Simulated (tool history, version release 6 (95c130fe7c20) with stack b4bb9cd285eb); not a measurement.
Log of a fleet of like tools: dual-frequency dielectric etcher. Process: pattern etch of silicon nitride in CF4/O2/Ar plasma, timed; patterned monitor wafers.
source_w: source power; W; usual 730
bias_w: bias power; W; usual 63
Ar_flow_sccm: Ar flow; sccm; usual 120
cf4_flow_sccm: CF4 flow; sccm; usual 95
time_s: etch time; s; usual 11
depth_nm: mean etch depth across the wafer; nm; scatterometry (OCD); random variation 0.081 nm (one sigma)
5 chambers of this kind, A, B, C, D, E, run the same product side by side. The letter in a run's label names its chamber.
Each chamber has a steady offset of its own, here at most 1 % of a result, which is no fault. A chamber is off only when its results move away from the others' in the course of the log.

run,hour,source_w,bias_w,Ar_flow_sccm,cf4_flow_sccm,time_s,"read-back reference wafer on the same gauge, depth_nm",depth_nm
1B,12.5,730,63,120,95,11,24.998,30.634
2A,19.7,730,63,120,95,11,25.001,30.778
3D,30.0,730,63,120,95,11,25.017,30.884
# hour 37.0: chamber B: wet clean of the chamber
4E,37.7,730,63,120,95,11,24.995,30.484
5C,46.0,730,63,120,95,11,25.017,30.812
6B,52.4,730,63,120,95,11,24.987,30.608
# hour 58.2: chamber E: wet clean of the chamber
7E,64.0,570,72,120,95,11,24.996,26.142
8D,72.3,570,72,120,95,11,24.993,26.160
9A,85.5,570,72,120,95,11,25.007,26.140
10C,99.6,570,72,120,95,11,25.011,26.521
11E,107.6,570,72,120,95,11,25.004,26.324
12C,119.6,730,63,120,95,11,25.002,30.963
13D,129.7,730,63,120,95,11,25.003,31.004
14A,143.1,730,73,94,95,11,25.001,33.593
15B,149.8,730,73,94,95,11,24.989,33.290
16E,159.7,730,73,94,95,11,24.999,33.402
17B,172.6,730,73,94,95,11,25.016,33.269
18C,184.5,730,73,94,95,11,24.985,33.629
19D,196.2,730,63,93,113,11,24.998,32.444
20A,202.5,730,63,93,113,11,25.002,32.279
21E,212.7,730,63,93,113,11,24.991,32.183
# hour 220.4: chamber D: source power generator calibrated
22C,225.6,730,63,93,113,11,25.007,32.631
# hour 231.2: chamber A: wet clean of the chamber
23B,234.4,730,63,93,113,11,24.989,32.171
24D,243.1,730,63,120,95,11,24.992,31.927
# hour 248.4: chamber D: wet clean of the chamber
25A,255.2,730,63,120,95,11,24.985,30.690
26D,266.9,730,63,120,95,11,25.004,31.906
27E,280.1,730,63,120,95,11,24.980,30.564
28B,289.8,730,63,120,95,11,24.998,30.707
# hour 291.3: chamber C: wet clean of the chamber
29A,302.8,730,63,120,95,11,24.995,30.610
30C,310.8,730,63,120,95,11,24.988,30.778
31E,318.6,730,63,120,95,11,25.000,30.486
32C,325.0,790,63,120,95,11,25.001,33.212
33A,339.4,790,63,120,95,11,25.017,32.770
34B,349.6,790,63,120,95,11,25.007,32.691
35D,359.5,790,63,120,95,11,25.013,34.219
36D,368.4,790,63,120,95,11,25.010,34.092

Is one chamber off against the others, does the gauge drift, or is nothing wrong? If a chamber is off, say which, and what the likeliest cause is.

A service left chamber D off against the others.
Cause: source power that arrives over what is set, % = 4.22.

Here are 4 candidates for chamber D's next run, each the usual settings with a change, their results left as question marks. Which one brings its results back in line with what the others give on the usual settings?
In line means no further than this from the other chambers' mean on the usual settings: depth_nm 0.280 nm
37D-1,378.9,740,64,120,95,11,,?
37D-2,378.9,730,57,123,95,11,,?
37D-3,378.9,730,60,120,94,11,,?
37D-4,378.9,760,64,119,95,11,,?

The other chambers' mean on the usual settings: depth_nm 30.689 nm
run,depth_nm
37D-1,32.509
37D-2,30.606
37D-3,31.280
37D-4,33.308
37D-2 brings the chamber back in line.

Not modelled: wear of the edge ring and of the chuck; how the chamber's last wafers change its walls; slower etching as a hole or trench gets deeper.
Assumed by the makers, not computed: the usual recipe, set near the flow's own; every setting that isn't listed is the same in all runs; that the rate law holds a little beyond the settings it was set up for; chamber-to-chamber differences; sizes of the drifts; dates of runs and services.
